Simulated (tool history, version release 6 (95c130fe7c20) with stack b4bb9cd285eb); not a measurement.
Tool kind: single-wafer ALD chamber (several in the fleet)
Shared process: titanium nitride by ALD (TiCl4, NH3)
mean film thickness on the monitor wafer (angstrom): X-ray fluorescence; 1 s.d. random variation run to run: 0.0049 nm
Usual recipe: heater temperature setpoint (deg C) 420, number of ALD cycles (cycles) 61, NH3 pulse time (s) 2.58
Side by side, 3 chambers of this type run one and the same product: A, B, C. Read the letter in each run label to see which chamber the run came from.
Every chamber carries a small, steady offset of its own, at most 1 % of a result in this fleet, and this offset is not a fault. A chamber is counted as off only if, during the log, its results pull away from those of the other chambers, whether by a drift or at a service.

| run | hour | heater temperature setpoint (deg C) | number of ALD cycles (cycles) | NH3 pulse time (s) | read-back reference wafer on the same gauge, thickness_nm | mean film thickness on the monitor wafer (angstrom) |
|---|---|---|---|---|---|---|
| 1A | 9.3 | 420 | 61 | 2.58 | 1.6110 | 13.505 |
| 2C | 20.2 | 420 | 61 | 2.58 | 1.6086 | 13.748 |
| 3B | 33.5 | 420 | 61 | 2.58 | 1.6075 | 13.627 |
| 4C | 47.4 | 420 | 61 | 2.58 | 1.6097 | 13.722 |
| 5B | 57.0 | 420 | 61 | 2.58 | 1.6107 | 13.567 |
| 6A | 65.1 | 414 | 61 | 3.05 | 1.6115 | 13.696 |
| 7A | 73.8 | 414 | 61 | 3.05 | 1.6090 | 13.566 |
| 8B | 87.3 | 414 | 61 | 3.05 | 1.6102 | 13.657 |
| 9C | 93.5 | 420 | 61 | 2.58 | 1.6091 | 13.663 |
| 10A | 102.5 | 420 | 61 | 2.58 | 1.6082 | 13.571 |
| 11B | 114.8 | 420 | 61 | 2.58 | 1.6109 | 13.577 |
| 12C | 128.1 | 420 | 61 | 2.58 | 1.6089 | 13.641 |
| 13C | 136.6 | 420 | 61 | 2.58 | 1.6094 | 13.699 |
| 14A | 148.6 | 420 | 61 | 2.58 | 1.6092 | 13.623 |
| 15B | 161.0 | 420 | 61 | 2.58 | 1.6106 | 13.575 |
| 16A | 174.8 | 420 | 61 | 2.58 | 1.6106 | 13.550 |
| 17B | 182.8 | 420 | 57 | 1.71 | 1.6099 | 12.520 |
| 18C | 191.1 | 420 | 57 | 1.71 | 1.6094 | 12.663 |
| 19A | 197.4 | 420 | 57 | 1.71 | 1.6093 | 12.560 |
| 20C | 208.0 | 420 | 61 | 2.58 | 1.6089 | 13.639 |
| 21B | 219.5 | 420 | 61 | 3.13 | 1.6084 | 13.636 |
| 22C | 230.6 | 420 | 61 | 3.13 | 1.6107 | 13.767 |
| 23A | 237.6 | 420 | 61 | 3.13 | 1.6109 | 13.648 |
| 24B | 247.6 | 420 | 61 | 2.58 | 1.6097 | 13.569 |
| 25A | 257.5 | 420 | 61 | 2.58 | 1.6088 | 13.559 |
| 26C | 269.7 | 420 | 61 | 2.58 | 1.6082 | 13.674 |
| 27B | 282.6 | 420 | 61 | 2.58 | 1.6091 | 13.580 |
| 28C | 294.6 | 420 | 61 | 2.58 | 1.6101 | 13.740 |
| 29B | 308.5 | 420 | 61 | 2.58 | 1.6117 | 13.657 |
| 30A | 315.4 | 420 | 61 | 2.58 | 1.6095 | 13.483 |

Next, all 3 chambers run the settings below, one line each with question marks for the results. What does each chamber give?
| 31A | 325.3 | 432 | 61 | 2.58 |  | ? |
| 31B | 325.3 | 432 | 61 | 2.58 |  | ? |
| 31C | 325.3 | 432 | 61 | 2.58 |  | ? |

| run | mean film thickness on the monitor wafer (angstrom) |
|---|---|
| 31A | 13.582 |
| 31B | 13.593 |
| 31C | 13.819 |

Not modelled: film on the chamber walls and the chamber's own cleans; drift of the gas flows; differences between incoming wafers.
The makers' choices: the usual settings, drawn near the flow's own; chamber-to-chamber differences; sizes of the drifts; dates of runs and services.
